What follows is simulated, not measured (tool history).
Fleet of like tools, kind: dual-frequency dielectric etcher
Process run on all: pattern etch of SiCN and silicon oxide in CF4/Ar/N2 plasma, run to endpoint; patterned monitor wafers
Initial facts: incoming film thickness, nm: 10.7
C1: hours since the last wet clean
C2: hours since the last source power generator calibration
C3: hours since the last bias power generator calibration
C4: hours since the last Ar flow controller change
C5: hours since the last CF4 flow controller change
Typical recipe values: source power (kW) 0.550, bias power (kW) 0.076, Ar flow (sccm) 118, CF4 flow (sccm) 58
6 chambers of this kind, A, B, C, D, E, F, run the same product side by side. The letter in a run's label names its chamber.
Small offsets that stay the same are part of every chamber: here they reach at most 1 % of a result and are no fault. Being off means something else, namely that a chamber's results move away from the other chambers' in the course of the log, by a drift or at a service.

Run 1F, day 0.521: usual settings; C1 318.3; C2 367.4; C3 179.2; C4 2357.5; C5 187.0. Result: endpoint time (s) 10.6770.
Run 2A, day 0.929: usual settings; C1 483.9; C2 342.2; C3 1036.9; C4 1378.7; C5 3136.4. Result: endpoint time (s) 10.7910.
At day 1.017: chamber B: CF4 flow controller replaced.
Run 3D, day 1.521: usual settings; C1 452.6; C2 1091.7; C3 3582.6; C4 410.8; C5 660.9. Result: endpoint time (s) 10.7410.
At day 1.967: chamber A: wet clean of the chamber.
Run 4C, day 2.108: usual settings; C1 267.6; C2 318.9; C3 3595.8; C4 3955.8; C5 2530.4. Result: endpoint time (s) 10.9170.
Run 5E, day 2.562: usual settings; C1 123.4; C2 1878.1; C3 1569.8; C4 3779.9; C5 410.4. Result: endpoint time (s) 10.8470.
Run 6B, day 3.042: usual settings but bias power (kW) 0.085, Ar flow (sccm) 131; C1 363.0; C2 2052.9; C3 1163.5; C4 2187.1; C5 48.6. Result: endpoint time (s) 10.6610.
Run 7D, day 3.650: usual settings but bias power (kW) 0.085, Ar flow (sccm) 131; C1 503.7; C2 1142.8; C3 3633.7; C4 461.9; C5 712.0. Result: endpoint time (s) 10.6080.
Run 8F, day 4.158: usual settings but bias power (kW) 0.085, Ar flow (sccm) 131; C1 405.6; C2 454.7; C3 266.5; C4 2444.8; C5 274.3. Result: endpoint time (s) 10.5110.
At day 4.438: chamber B: wet clean of the chamber.
Run 9B, day 4.550: usual settings but bias power (kW) 0.085, Ar flow (sccm) 131; C1 2.8; C2 2089.1; C3 1199.7; C4 2223.3; C5 84.8. Result: endpoint time (s) 10.6870.
Run 10A, day 4.917: usual settings but bias power (kW) 0.085, Ar flow (sccm) 131; C1 70.8; C2 437.9; C3 1132.6; C4 1474.4; C5 3232.1. Result: endpoint time (s) 10.6280.
At day 5.375: chamber D: wet clean of the chamber.
Run 11C, day 5.388: usual settings but bias power (kW) 0.085, Ar flow (sccm) 131; C1 346.3; C2 397.6; C3 3674.5; C4 4034.5; C5 2609.1. Result: endpoint time (s) 10.6190.
Run 12E, day 5.696: usual settings; C1 198.6; C2 1953.3; C3 1645.0; C4 3855.1; C5 485.6. Result: endpoint time (s) 10.8540.
At day 5.812: chamber F: wet clean of the chamber.
At day 5.979: chamber B: source power generator calibrated.
Run 13E, day 6.300: usual settings; C1 213.1; C2 1967.8; C3 1659.5; C4 3869.6; C5 500.1. Result: endpoint time (s) 10.8000.
Run 14A, day 6.879: usual settings; C1 117.9; C2 485.0; C3 1179.7; C4 1521.5; C5 3279.2. Result: endpoint time (s) 10.7470.
Run 15F, day 7.421: usual settings; C1 38.6; C2 533.0; C3 344.8; C4 2523.1; C5 352.6. Result: endpoint time (s) 10.7680.
At day 7.912: chamber C: wet clean of the chamber.
Run 16B, day 8.021: usual settings; C1 86.1; C2 49.0; C3 1283.0; C4 2306.6; C5 168.1. Result: endpoint time (s) 10.7430.
Run 17D, day 8.471: usual settings but source power (kW) 0.470; C1 74.3; C2 1258.5; C3 3749.4; C4 577.6; C5 827.7. Result: endpoint time (s) 12.3460.
Run 18C, day 8.825: usual settings but source power (kW) 0.470; C1 21.9; C2 480.1; C3 3757.0; C4 4117.0; C5 2691.6. Result: endpoint time (s) 12.2860.
Run 19D, day 9.146: usual settings but source power (kW) 0.470; C1 90.5; C2 1274.7; C3 3765.6; C4 593.8; C5 843.9. Result: endpoint time (s) 12.3580.
Run 20A, day 9.667: usual settings but source power (kW) 0.470; C1 184.8; C2 551.9; C3 1246.6; C4 1588.4; C5 3346.1. Result: endpoint time (s) 12.4280.
Run 21B, day 9.983: usual settings but source power (kW) 0.470; C1 133.2; C2 96.1; C3 1330.1; C4 2353.7; C5 215.2. Result: endpoint time (s) 12.3760.
Run 22C, day 10.400: usual settings but source power (kW) 0.470; C1 59.7; C2 517.9; C3 3794.8; C4 4154.8; C5 2729.4. Result: endpoint time (s) 12.3680.
Run 23F, day 10.788: usual settings; C1 119.4; C2 613.8; C3 425.6; C4 2603.9; C5 433.4. Result: endpoint time (s) 10.6330.
Run 24E, day 11.358: usual settings; C1 334.5; C2 2089.2; C3 1780.9; C4 3991.0; C5 621.5. Result: endpoint time (s) 10.8620.
Run 25E, day 11.750: usual settings; C1 343.9; C2 2098.6; C3 1790.3; C4 4000.4; C5 630.9. Result: endpoint time (s) 10.8160.
At day 12.046: chamber E: wet clean of the chamber.
Run 26D, day 12.112: usual settings; C1 161.7; C2 1345.9; C3 3836.8; C4 665.0; C5 915.1. Result: endpoint time (s) 10.6340.
Run 27B, day 12.675: usual settings; C1 197.8; C2 160.7; C3 1394.7; C4 2418.3; C5 279.8. Result: endpoint time (s) 10.7960.
Run 28C, day 13.150: usual settings; C1 125.7; C2 583.9; C3 3860.8; C4 4220.8; C5 2795.4. Result: endpoint time (s) 10.9840.
Run 29A, day 13.688: usual settings; C1 281.3; C2 648.4; C3 1343.1; C4 1684.9; C5 3442.6. Result: endpoint time (s) 10.7730.
Run 30F, day 14.129: usual settings; C1 199.6; C2 694.0; C3 505.8; C4 2684.1; C5 513.6. Result: endpoint time (s) 10.7120.
Run 31B, day 14.646: usual settings; C1 245.1; C2 208.0; C3 1442.0; C4 2465.6; C5 327.1. Result: endpoint time (s) 10.8020.
Run 32F, day 14.979: usual settings but bias power (kW) 0.091, CF4 flow (sccm) 63; C1 220.0; C2 714.4; C3 526.2; C4 2704.5; C5 534.0. Result: endpoint time (s) 10.0830.
Run 33A, day 15.383: usual settings but bias power (kW) 0.091, CF4 flow (sccm) 63; C1 322.0; C2 689.1; C3 1383.8; C4 1725.6; C5 3483.3. Result: endpoint time (s) 9.9635.
Run 34D, day 16.008: usual settings but bias power (kW) 0.091, CF4 flow (sccm) 63; C1 255.2; C2 1439.4; C3 3930.3; C4 758.5; C5 1008.6. Result: endpoint time (s) 10.0070.
At day 16.192: chamber A: Ar flow controller replaced.
Run 35E, day 16.308: usual settings but bias power (kW) 0.091, CF4 flow (sccm) 63; C1 102.4; C2 2208.0; C3 1899.7; C4 4109.8; C5 740.3. Result: endpoint time (s) 10.0810.
Run 36C, day 16.683: usual settings but bias power (kW) 0.091, CF4 flow (sccm) 63; C1 210.5; C2 668.7; C3 3945.6; C4 4305.6; C5 2880.2. Result: endpoint time (s) 10.0040.
Run 37E, day 17.083: usual settings but bias power (kW) 0.091, CF4 flow (sccm) 63; C1 121.0; C2 2226.6; C3 1918.3; C4 4128.4; C5 758.9. Result: endpoint time (s) 9.9869.
Run 38C, day 17.642: usual settings; C1 233.5; C2 691.7; C3 3968.6; C4 4328.6; C5 2903.2. Result: endpoint time (s) 10.7530.
At day 18.125: chamber B: bias power generator calibrated.
Run 39F, day 18.196: usual settings; C1 297.2; C2 791.6; C3 603.4; C4 2781.7; C5 611.2. Result: endpoint time (s) 10.7810.
Run 40D, day 18.604: usual settings; C1 317.5; C2 1501.7; C3 3992.6; C4 820.8; C5 1070.9. Result: endpoint time (s) 10.6970.
Run 41A, day 19.083: usual settings; C1 410.8; C2 777.9; C3 1472.6; C4 69.5; C5 3572.1. Result: endpoint time (s) 10.7510.
Run 42B, day 19.425: usual settings but source power (kW) 0.420, Ar flow (sccm) 142; C1 359.8; C2 322.7; C3 31.3; C4 2580.3; C5 441.8. Result: endpoint time (s) 13.8800.

For the next run the whole fleet of 6 chambers uses the same settings. Give each chamber's results:
Run 43A, day 19.875: usual settings but bias power (kW) 0.087. Result: endpoint time (s) ?.
Run 43B, day 19.875: usual settings but bias power (kW) 0.087. Result: endpoint time (s) ?.
Run 43C, day 19.875: usual settings but bias power (kW) 0.087. Result: endpoint time (s) ?.
Run 43D, day 19.875: usual settings but bias power (kW) 0.087. Result: endpoint time (s) ?.
Run 43E, day 19.875: usual settings but bias power (kW) 0.087. Result: endpoint time (s) ?.
Run 43F, day 19.875: usual settings but bias power (kW) 0.087. Result: endpoint time (s) ?.

run  endpoint time (s)
43A            10.3320
43B            10.4590
43C            10.2440
43D            10.1300
43E            10.3760
43F            10.3270

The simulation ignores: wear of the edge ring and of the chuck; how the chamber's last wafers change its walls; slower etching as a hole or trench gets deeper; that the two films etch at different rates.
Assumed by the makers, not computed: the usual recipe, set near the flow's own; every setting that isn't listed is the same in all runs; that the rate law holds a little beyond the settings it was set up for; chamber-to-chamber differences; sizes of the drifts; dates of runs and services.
